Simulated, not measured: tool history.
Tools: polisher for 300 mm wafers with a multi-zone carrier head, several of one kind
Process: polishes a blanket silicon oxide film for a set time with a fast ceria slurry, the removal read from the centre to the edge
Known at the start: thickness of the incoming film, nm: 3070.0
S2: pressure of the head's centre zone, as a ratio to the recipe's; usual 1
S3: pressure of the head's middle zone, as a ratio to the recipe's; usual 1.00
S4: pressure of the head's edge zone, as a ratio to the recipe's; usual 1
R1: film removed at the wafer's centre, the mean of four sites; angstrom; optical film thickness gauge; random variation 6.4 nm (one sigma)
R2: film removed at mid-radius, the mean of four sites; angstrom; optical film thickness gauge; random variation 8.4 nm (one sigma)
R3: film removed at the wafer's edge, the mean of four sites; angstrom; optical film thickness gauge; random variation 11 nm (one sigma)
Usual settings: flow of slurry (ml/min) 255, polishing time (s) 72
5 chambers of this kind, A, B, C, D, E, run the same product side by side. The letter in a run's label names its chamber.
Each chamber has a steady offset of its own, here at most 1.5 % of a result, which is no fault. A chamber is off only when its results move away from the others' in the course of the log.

At hour 7.9: chamber B: worn pad replaced by a new one.
Run 1C, hour 13.8: usual settings. Result: R1 8709.4 angstrom, R2 8667.9 angstrom, R3 8596.8 angstrom.
Run 2D, hour 23.9: usual settings. Result: R1 8695.9 angstrom, R2 8803.0 angstrom, R3 8616.2 angstrom.
Run 3E, hour 40.5: usual settings. Result: R1 8713.6 angstrom, R2 8668.9 angstrom, R3 8524.0 angstrom.
At hour 50.6: chamber A: worn pad replaced by a new one.
Run 4A, hour 56.9: usual settings. Result: R1 8618.8 angstrom, R2 8716.0 angstrom, R3 8642.8 angstrom.
At hour 67.1: chamber C: worn pad replaced by a new one.
Run 5B, hour 71.4: usual settings. Result: R1 8581.9 angstrom, R2 8557.4 angstrom, R3 8659.3 angstrom.
At hour 74.0: chamber D: worn pad replaced by a new one.
Run 6C, hour 81.7: usual settings but flow of slurry (ml/min) 205, polishing time (s) 95. Result: R1 11147.0 angstrom, R2 11101.0 angstrom, R3 11211.0 angstrom.
At hour 90.1: chamber E: worn pad replaced by a new one.
At hour 93.0: chamber C: edge zone pressure recalibrated.
Run 7E, hour 95.2: usual settings but flow of slurry (ml/min) 205, polishing time (s) 95. Result: R1 11136.0 angstrom, R2 11053.0 angstrom, R3 11258.0 angstrom.
Run 8D, hour 105.1: usual settings but flow of slurry (ml/min) 205, polishing time (s) 95. Result: R1 11059.0 angstrom, R2 11083.0 angstrom, R3 11055.0 angstrom.
Run 9B, hour 115.2: usual settings but flow of slurry (ml/min) 205, polishing time (s) 95. Result: R1 11046.0 angstrom, R2 10915.0 angstrom, R3 10995.0 angstrom.
At hour 115.3: chamber D: centre zone pressure recalibrated.
Run 10A, hour 123.5: usual settings but flow of slurry (ml/min) 205, polishing time (s) 95. Result: R1 11054.0 angstrom, R2 11020.0 angstrom, R3 11449.0 angstrom.
At hour 125.9: chamber B: worn pad replaced by a new one.
At hour 130.3: chamber C: centre zone pressure recalibrated.
Run 11E, hour 139.0: usual settings. Result: R1 8578.9 angstrom, R2 8596.2 angstrom, R3 8558.2 angstrom.
Run 12C, hour 152.6: usual settings. Result: R1 8613.3 angstrom, R2 8723.0 angstrom, R3 8716.9 angstrom.
At hour 164.4: chamber C: worn pad replaced by a new one.
At hour 166.9: chamber D: worn pad replaced by a new one.
Run 13D, hour 168.5: usual settings. Result: R1 8622.8 angstrom, R2 8809.5 angstrom, R3 8597.4 angstrom.
Run 14B, hour 181.8: usual settings. Result: R1 8674.0 angstrom, R2 8418.9 angstrom, R3 8740.2 angstrom.
At hour 188.3: chamber E: worn pad replaced by a new one.
At hour 189.9: chamber A: worn pad replaced by a new one.
Run 15A, hour 198.5: usual settings. Result: R1 8672.5 angstrom, R2 8725.0 angstrom, R3 8907.0 angstrom.
At hour 202.9: chamber A: slurry nozzle cleaned.
At hour 211.5: chamber E: slurry nozzle cleaned.
Run 16C, hour 212.0: usual settings. Result: R1 8778.1 angstrom, R2 8727.6 angstrom, R3 8346.2 angstrom.
Run 17E, hour 227.2: usual settings. Result: R1 8706.0 angstrom, R2 8460.9 angstrom, R3 8366.2 angstrom.
Run 18B, hour 235.7: usual settings. Result: R1 8685.6 angstrom, R2 8568.1 angstrom, R3 8708.0 angstrom.
At hour 236.1: chamber B: worn pad replaced by a new one.
Run 19A, hour 244.6: usual settings. Result: R1 8703.3 angstrom, R2 8639.4 angstrom, R3 8829.9 angstrom.
At hour 248.3: chamber D: worn pad replaced by a new one.
At hour 253.5: chamber A: centre zone pressure recalibrated.
Run 20D, hour 259.2: usual settings. Result: R1 8605.8 angstrom, R2 8698.9 angstrom, R3 8434.9 angstrom.
At hour 266.2: chamber C: worn pad replaced by a new one.
At hour 267.6: chamber B: edge zone pressure recalibrated.
Run 21D, hour 272.0: usual settings. Result: R1 8662.0 angstrom, R2 8680.7 angstrom, R3 8406.7 angstrom.
Run 22B, hour 281.5: usual settings. Result: R1 8753.9 angstrom, R2 8641.5 angstrom, R3 8678.8 angstrom.
At hour 289.9: chamber E: worn pad replaced by a new one.
Run 23C, hour 296.5: usual settings. Result: R1 8714.2 angstrom, R2 8749.4 angstrom, R3 8718.3 angstrom.
At hour 305.5: chamber B: slurry nozzle cleaned.
Run 24E, hour 307.2: usual settings. Result: R1 8661.0 angstrom, R2 8634.3 angstrom, R3 8559.0 angstrom.
Run 25A, hour 319.7: usual settings. Result: R1 8218.3 angstrom, R2 8666.1 angstrom, R3 8799.5 angstrom.
At hour 324.0: chamber D: worn pad replaced by a new one.
Run 26A, hour 331.7: usual settings but S3 1.06. Result: R1 8141.9 angstrom, R2 9196.3 angstrom, R3 8581.3 angstrom.
Run 27E, hour 340.1: usual settings but S3 1.06. Result: R1 8652.6 angstrom, R2 9118.4 angstrom, R3 8601.6 angstrom.
At hour 345.5: chamber A: worn pad replaced by a new one.
Run 28C, hour 351.8: usual settings but S3 1.06. Result: R1 8755.7 angstrom, R2 9085.7 angstrom, R3 8553.1 angstrom.
At hour 363.9: chamber D: slurry nozzle cleaned.
Run 29D, hour 367.0: usual settings but S3 1.06. Result: R1 8613.6 angstrom, R2 9130.3 angstrom, R3 8648.9 angstrom.
At hour 367.4: chamber B: worn pad replaced by a new one.
At hour 378.0: chamber C: worn pad replaced by a new one.
Run 30B, hour 380.4: usual settings but S3 1.06. Result: R1 8725.1 angstrom, R2 9159.8 angstrom, R3 8815.5 angstrom.
At hour 385.6: chamber D: edge zone pressure recalibrated.
At hour 387.3: chamber B: centre zone pressure recalibrated.
Run 31A, hour 388.5: usual settings. Result: R1 8234.1 angstrom, R2 8717.8 angstrom, R3 8822.7 angstrom.
Run 32C, hour 402.0: usual settings. Result: R1 8734.3 angstrom, R2 8648.1 angstrom, R3 8672.5 angstrom.
At hour 407.8: chamber E: worn pad replaced by a new one.
At hour 411.5: chamber D: worn pad replaced by a new one.
Run 33B, hour 417.7: usual settings. Result: R1 8798.4 angstrom, R2 8566.4 angstrom, R3 8594.4 angstrom.
Run 34E, hour 426.0: usual settings. Result: R1 8653.6 angstrom, R2 8591.3 angstrom, R3 8462.0 angstrom.
Run 35D, hour 439.4: usual settings. Result: R1 8673.4 angstrom, R2 8842.8 angstrom, R3 8466.4 angstrom.

Is one chamber off against the others, does the gauge drift, or is nothing wrong? If a chamber is off, say which, and what the likeliest cause is.

A service left chamber A off against the others.
Cause: centre zone's pressure below its setpoint, % = 4.59.

Here are 4 candidates for chamber A's next run, each the usual settings with a change, their results left as question marks. Which one brings its results back in line with what the others give on the usual settings?
In line means no further than this from the other chambers' mean on the usual settings: R1 220.0 angstrom; R2 290.0 angstrom; R3 370.0 angstrom
Run 36A-1, hour 451.4: usual settings but flow of slurry (ml/min) 250, S2 0.95, S4 1.02. Result: R1 ?, R2 ?, R3 ?.
Run 36A-2, hour 451.4: usual settings but flow of slurry (ml/min) 260, S2 1.05, S4 0.98. Result: R1 ?, R2 ?, R3 ?.
Run 36A-3, hour 451.4: usual settings but S2 1.01, S4 0.99. Result: R1 ?, R2 ?, R3 ?.
Run 36A-4, hour 451.4: usual settings but S2 0.99, S4 1.01. Result: R1 ?, R2 ?, R3 ?.

The other chambers' mean on the usual settings: R1 8675.0 angstrom; R2 8636.6 angstrom; R3 8620.7 angstrom
  run      R1      R2      R3
36A-1  7688.9  8629.0  8811.4
36A-2  8615.0  8664.1  8660.5
36A-3  8239.8  8646.6  8691.2
36A-4  8062.7  8647.3  8781.6
36A-2 brings the chamber back in line.

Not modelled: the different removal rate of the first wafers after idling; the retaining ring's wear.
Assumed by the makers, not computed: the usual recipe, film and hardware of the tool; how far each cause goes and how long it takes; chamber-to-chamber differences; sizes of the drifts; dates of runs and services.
